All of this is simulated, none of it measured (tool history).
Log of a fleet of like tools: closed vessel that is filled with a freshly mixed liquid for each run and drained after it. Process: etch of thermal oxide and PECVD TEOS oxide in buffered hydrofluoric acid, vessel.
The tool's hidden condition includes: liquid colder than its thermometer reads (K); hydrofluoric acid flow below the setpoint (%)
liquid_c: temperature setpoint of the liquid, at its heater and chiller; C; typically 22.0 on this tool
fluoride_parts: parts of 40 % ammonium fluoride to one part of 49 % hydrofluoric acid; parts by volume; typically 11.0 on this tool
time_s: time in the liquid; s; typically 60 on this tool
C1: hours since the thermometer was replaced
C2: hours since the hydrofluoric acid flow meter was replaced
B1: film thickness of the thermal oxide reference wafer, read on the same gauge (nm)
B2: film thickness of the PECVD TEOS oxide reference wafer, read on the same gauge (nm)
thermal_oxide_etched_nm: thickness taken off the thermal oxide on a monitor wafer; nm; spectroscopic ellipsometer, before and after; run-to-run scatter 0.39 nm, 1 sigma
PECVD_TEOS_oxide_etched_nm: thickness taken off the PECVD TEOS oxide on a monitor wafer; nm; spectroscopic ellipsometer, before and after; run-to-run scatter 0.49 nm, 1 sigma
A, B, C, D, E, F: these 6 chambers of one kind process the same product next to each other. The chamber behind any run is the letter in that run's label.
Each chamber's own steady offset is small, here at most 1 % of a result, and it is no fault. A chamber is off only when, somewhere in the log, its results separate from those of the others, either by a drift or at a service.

{"hour": 4.5, "done": "chamber A: hydrofluoric acid flow meter replaced"}
{"run": "1D", "hour": 5.0, "liquid_c": 22.0, "fluoride_parts": 11.0, "time_s": 60, "C1": 184.0, "C2": 532.8, "B1": 60.012, "B2": 110.02, "thermal_oxide_etched_nm": 56.323, "PECVD_TEOS_oxide_etched_nm": 98.563}
{"run": "2B", "hour": 11.5, "liquid_c": 22.0, "fluoride_parts": 11.0, "time_s": 60, "C1": 231.1, "C2": 1240.8, "B1": 59.998, "B2": 110.0, "thermal_oxide_etched_nm": 56.006, "PECVD_TEOS_oxide_etched_nm": 98.721}
{"run": "3F", "hour": 16.8, "liquid_c": 22.0, "fluoride_parts": 11.0, "time_s": 60, "C1": 174.5, "C2": 181.5, "B1": 60.01, "B2": 110.01, "thermal_oxide_etched_nm": 56.494, "PECVD_TEOS_oxide_etched_nm": 97.908}
{"run": "4E", "hour": 23.1, "liquid_c": 22.0, "fluoride_parts": 11.0, "time_s": 60, "C1": 2695.2, "C2": 144.6, "B1": 59.988, "B2": 110.0, "thermal_oxide_etched_nm": 56.428, "PECVD_TEOS_oxide_etched_nm": 99.008}
{"run": "5A", "hour": 30.7, "liquid_c": 22.0, "fluoride_parts": 11.0, "time_s": 60, "C1": 109.0, "C2": 26.3, "B1": 59.995, "B2": 110.0, "thermal_oxide_etched_nm": 56.372, "PECVD_TEOS_oxide_etched_nm": 97.698}
{"run": "6C", "hour": 38.2, "liquid_c": 24.5, "fluoride_parts": 11.0, "time_s": 60, "C1": 107.8, "C2": 184.7, "B1": 59.99, "B2": 110.0, "thermal_oxide_etched_nm": 63.747, "PECVD_TEOS_oxide_etched_nm": 113.97}
{"run": "7F", "hour": 42.5, "liquid_c": 24.5, "fluoride_parts": 11.0, "time_s": 60, "C1": 200.2, "C2": 207.2, "B1": 59.999, "B2": 110.0, "thermal_oxide_etched_nm": 64.447, "PECVD_TEOS_oxide_etched_nm": 113.55}
{"run": "8D", "hour": 48.5, "liquid_c": 24.5, "fluoride_parts": 11.0, "time_s": 60, "C1": 227.5, "C2": 576.3, "B1": 60.03, "B2": 110.0, "thermal_oxide_etched_nm": 64.772, "PECVD_TEOS_oxide_etched_nm": 113.57}
{"run": "9A", "hour": 55.7, "liquid_c": 24.5, "fluoride_parts": 11.0, "time_s": 60, "C1": 134.0, "C2": 51.3, "B1": 59.99, "B2": 110.0, "thermal_oxide_etched_nm": 64.557, "PECVD_TEOS_oxide_etched_nm": 112.63}
{"run": "10B", "hour": 62.2, "liquid_c": 24.5, "fluoride_parts": 11.0, "time_s": 60, "C1": 281.8, "C2": 1291.5, "B1": 59.99, "B2": 110.01, "thermal_oxide_etched_nm": 64.5, "PECVD_TEOS_oxide_etched_nm": 112.46}
{"run": "11C", "hour": 70.4, "liquid_c": 24.5, "fluoride_parts": 11.0, "time_s": 60, "C1": 140.0, "C2": 216.9, "B1": 59.996, "B2": 110.02, "thermal_oxide_etched_nm": 63.885, "PECVD_TEOS_oxide_etched_nm": 112.85}
{"run": "12E", "hour": 75.3, "liquid_c": 22.0, "fluoride_parts": 11.0, "time_s": 60, "C1": 2747.4, "C2": 196.8, "B1": 59.998, "B2": 110.02, "thermal_oxide_etched_nm": 56.175, "PECVD_TEOS_oxide_etched_nm": 99.119}
{"run": "13C", "hour": 81.1, "liquid_c": 22.0, "fluoride_parts": 11.0, "time_s": 60, "C1": 150.7, "C2": 227.6, "B1": 60.017, "B2": 110.02, "thermal_oxide_etched_nm": 55.899, "PECVD_TEOS_oxide_etched_nm": 99.603}
{"run": "14A", "hour": 87.6, "liquid_c": 26.5, "fluoride_parts": 11.0, "time_s": 60, "C1": 165.9, "C2": 83.2, "B1": 59.976, "B2": 110.01, "thermal_oxide_etched_nm": 71.616, "PECVD_TEOS_oxide_etched_nm": 126.2}
{"run": "15F", "hour": 95.6, "liquid_c": 26.5, "fluoride_parts": 11.0, "time_s": 60, "C1": 253.3, "C2": 260.3, "B1": 60.018, "B2": 110.0, "thermal_oxide_etched_nm": 70.89, "PECVD_TEOS_oxide_etched_nm": 125.02}
{"run": "16D", "hour": 102.9, "liquid_c": 26.5, "fluoride_parts": 11.0, "time_s": 60, "C1": 281.9, "C2": 630.7, "B1": 59.993, "B2": 110.0, "thermal_oxide_etched_nm": 72.122, "PECVD_TEOS_oxide_etched_nm": 125.89}
{"run": "17B", "hour": 108.5, "liquid_c": 26.5, "fluoride_parts": 11.0, "time_s": 60, "C1": 328.1, "C2": 1337.8, "B1": 60.008, "B2": 110.01, "thermal_oxide_etched_nm": 71.565, "PECVD_TEOS_oxide_etched_nm": 125.42}
{"run": "18E", "hour": 115.9, "liquid_c": 26.5, "fluoride_parts": 11.0, "time_s": 60, "C1": 2788.0, "C2": 237.4, "B1": 60.029, "B2": 110.01, "thermal_oxide_etched_nm": 71.882, "PECVD_TEOS_oxide_etched_nm": 126.71}
{"run": "19C", "hour": 122.8, "liquid_c": 26.5, "fluoride_parts": 11.0, "time_s": 60, "C1": 192.4, "C2": 269.3, "B1": 59.975, "B2": 109.98, "thermal_oxide_etched_nm": 71.893, "PECVD_TEOS_oxide_etched_nm": 125.71}
{"run": "20A", "hour": 131.6, "liquid_c": 22.0, "fluoride_parts": 11.0, "time_s": 60, "C1": 209.9, "C2": 127.2, "B1": 60.01, "B2": 110.01, "thermal_oxide_etched_nm": 56.297, "PECVD_TEOS_oxide_etched_nm": 98.97}
{"run": "21E", "hour": 137.4, "liquid_c": 17.5, "fluoride_parts": 11.0, "time_s": 45, "C1": 2809.5, "C2": 258.9, "B1": 59.994, "B2": 109.99, "thermal_oxide_etched_nm": 32.911, "PECVD_TEOS_oxide_etched_nm": 57.827}
{"run": "22B", "hour": 145.3, "liquid_c": 17.5, "fluoride_parts": 11.0, "time_s": 45, "C1": 364.9, "C2": 1374.6, "B1": 60.004, "B2": 110.0, "thermal_oxide_etched_nm": 32.931, "PECVD_TEOS_oxide_etched_nm": 57.313}
{"run": "23D", "hour": 154.2, "liquid_c": 17.5, "fluoride_parts": 11.0, "time_s": 45, "C1": 333.2, "C2": 682.0, "B1": 59.999, "B2": 109.99, "thermal_oxide_etched_nm": 32.609, "PECVD_TEOS_oxide_etched_nm": 58.013}
{"run": "24F", "hour": 158.9, "liquid_c": 17.5, "fluoride_parts": 11.0, "time_s": 45, "C1": 316.6, "C2": 323.6, "B1": 60.009, "B2": 109.98, "thermal_oxide_etched_nm": 32.628, "PECVD_TEOS_oxide_etched_nm": 57.731}
{"run": "25B", "hour": 167.3, "liquid_c": 17.5, "fluoride_parts": 11.0, "time_s": 45, "C1": 386.9, "C2": 1396.6, "B1": 59.992, "B2": 110.0, "thermal_oxide_etched_nm": 32.634, "PECVD_TEOS_oxide_etched_nm": 57.423}
{"run": "26F", "hour": 175.6, "liquid_c": 17.5, "fluoride_parts": 11.0, "time_s": 45, "C1": 333.3, "C2": 340.3, "B1": 59.98, "B2": 110.02, "thermal_oxide_etched_nm": 33.309, "PECVD_TEOS_oxide_etched_nm": 57.384}
{"run": "27A", "hour": 180.3, "liquid_c": 22.0, "fluoride_parts": 11.0, "time_s": 60, "C1": 258.6, "C2": 175.9, "B1": 60.008, "B2": 110.0, "thermal_oxide_etched_nm": 55.838, "PECVD_TEOS_oxide_etched_nm": 97.804}
{"run": "28D", "hour": 188.5, "liquid_c": 22.0, "fluoride_parts": 11.0, "time_s": 60, "C1": 367.5, "C2": 716.3, "B1": 59.99, "B2": 110.0, "thermal_oxide_etched_nm": 56.201, "PECVD_TEOS_oxide_etched_nm": 98.944}
{"run": "29E", "hour": 196.1, "liquid_c": 18.5, "fluoride_parts": 9.5, "time_s": 60, "C1": 2868.2, "C2": 317.6, "B1": 59.992, "B2": 110.01, "thermal_oxide_etched_nm": 53.069, "PECVD_TEOS_oxide_etched_nm": 92.077}
{"run": "30C", "hour": 201.0, "liquid_c": 18.5, "fluoride_parts": 9.5, "time_s": 60, "C1": 270.6, "C2": 347.5, "B1": 60.005, "B2": 110.01, "thermal_oxide_etched_nm": 51.823, "PECVD_TEOS_oxide_etched_nm": 91.88}
{"run": "31B", "hour": 207.1, "liquid_c": 18.5, "fluoride_parts": 9.5, "time_s": 60, "C1": 426.7, "C2": 1436.4, "B1": 59.99, "B2": 109.99, "thermal_oxide_etched_nm": 52.867, "PECVD_TEOS_oxide_etched_nm": 91.761}
{"run": "32E", "hour": 213.7, "liquid_c": 18.5, "fluoride_parts": 9.5, "time_s": 60, "C1": 2885.8, "C2": 335.2, "B1": 60.023, "B2": 110.02, "thermal_oxide_etched_nm": 52.751, "PECVD_TEOS_oxide_etched_nm": 92.254}
{"run": "33D", "hour": 219.4, "liquid_c": 18.5, "fluoride_parts": 9.5, "time_s": 60, "C1": 398.4, "C2": 747.2, "B1": 60.028, "B2": 110.0, "thermal_oxide_etched_nm": 52.738, "PECVD_TEOS_oxide_etched_nm": 93.08}
{"run": "34C", "hour": 225.7, "liquid_c": 18.5, "fluoride_parts": 9.5, "time_s": 60, "C1": 295.3, "C2": 372.2, "B1": 60.033, "B2": 110.01, "thermal_oxide_etched_nm": 52.234, "PECVD_TEOS_oxide_etched_nm": 91.738}
{"run": "35F", "hour": 231.4, "liquid_c": 22.0, "fluoride_parts": 11.0, "time_s": 60, "C1": 389.1, "C2": 396.1, "B1": 60.002, "B2": 110.0, "thermal_oxide_etched_nm": 56.033, "PECVD_TEOS_oxide_etched_nm": 97.851}
{"run": "36A", "hour": 238.3, "liquid_c": 22.0, "fluoride_parts": 11.0, "time_s": 60, "C1": 316.6, "C2": 233.9, "B1": 59.967, "B2": 110.01, "thermal_oxide_etched_nm": 56.995, "PECVD_TEOS_oxide_etched_nm": 97.887}

All chambers now run identical settings, listed one chamber a line with results as question marks. What results will each chamber show?
{"run": "37A", "hour": 244.7, "liquid_c": 22.0, "fluoride_parts": 11.0, "time_s": 60, "thermal_oxide_etched_nm": "?", "PECVD_TEOS_oxide_etched_nm": "?"}
{"run": "37B", "hour": 244.7, "liquid_c": 22.0, "fluoride_parts": 11.0, "time_s": 60, "thermal_oxide_etched_nm": "?", "PECVD_TEOS_oxide_etched_nm": "?"}
{"run": "37C", "hour": 244.7, "liquid_c": 22.0, "fluoride_parts": 11.0, "time_s": 60, "thermal_oxide_etched_nm": "?", "PECVD_TEOS_oxide_etched_nm": "?"}
{"run": "37D", "hour": 244.7, "liquid_c": 22.0, "fluoride_parts": 11.0, "time_s": 60, "thermal_oxide_etched_nm": "?", "PECVD_TEOS_oxide_etched_nm": "?"}
{"run": "37E", "hour": 244.7, "liquid_c": 22.0, "fluoride_parts": 11.0, "time_s": 60, "thermal_oxide_etched_nm": "?", "PECVD_TEOS_oxide_etched_nm": "?"}
{"run": "37F", "hour": 244.7, "liquid_c": 22.0, "fluoride_parts": 11.0, "time_s": 60, "thermal_oxide_etched_nm": "?", "PECVD_TEOS_oxide_etched_nm": "?"}

run=37A thermal_oxide_etched_nm=56.230 PECVD_TEOS_oxide_etched_nm=98.735
run=37B thermal_oxide_etched_nm=55.391 PECVD_TEOS_oxide_etched_nm=98.805
run=37C thermal_oxide_etched_nm=55.916 PECVD_TEOS_oxide_etched_nm=98.439
run=37D thermal_oxide_etched_nm=55.968 PECVD_TEOS_oxide_etched_nm=99.731
run=37E thermal_oxide_etched_nm=55.952 PECVD_TEOS_oxide_etched_nm=99.658
run=37F thermal_oxide_etched_nm=56.278 PECVD_TEOS_oxide_etched_nm=98.693

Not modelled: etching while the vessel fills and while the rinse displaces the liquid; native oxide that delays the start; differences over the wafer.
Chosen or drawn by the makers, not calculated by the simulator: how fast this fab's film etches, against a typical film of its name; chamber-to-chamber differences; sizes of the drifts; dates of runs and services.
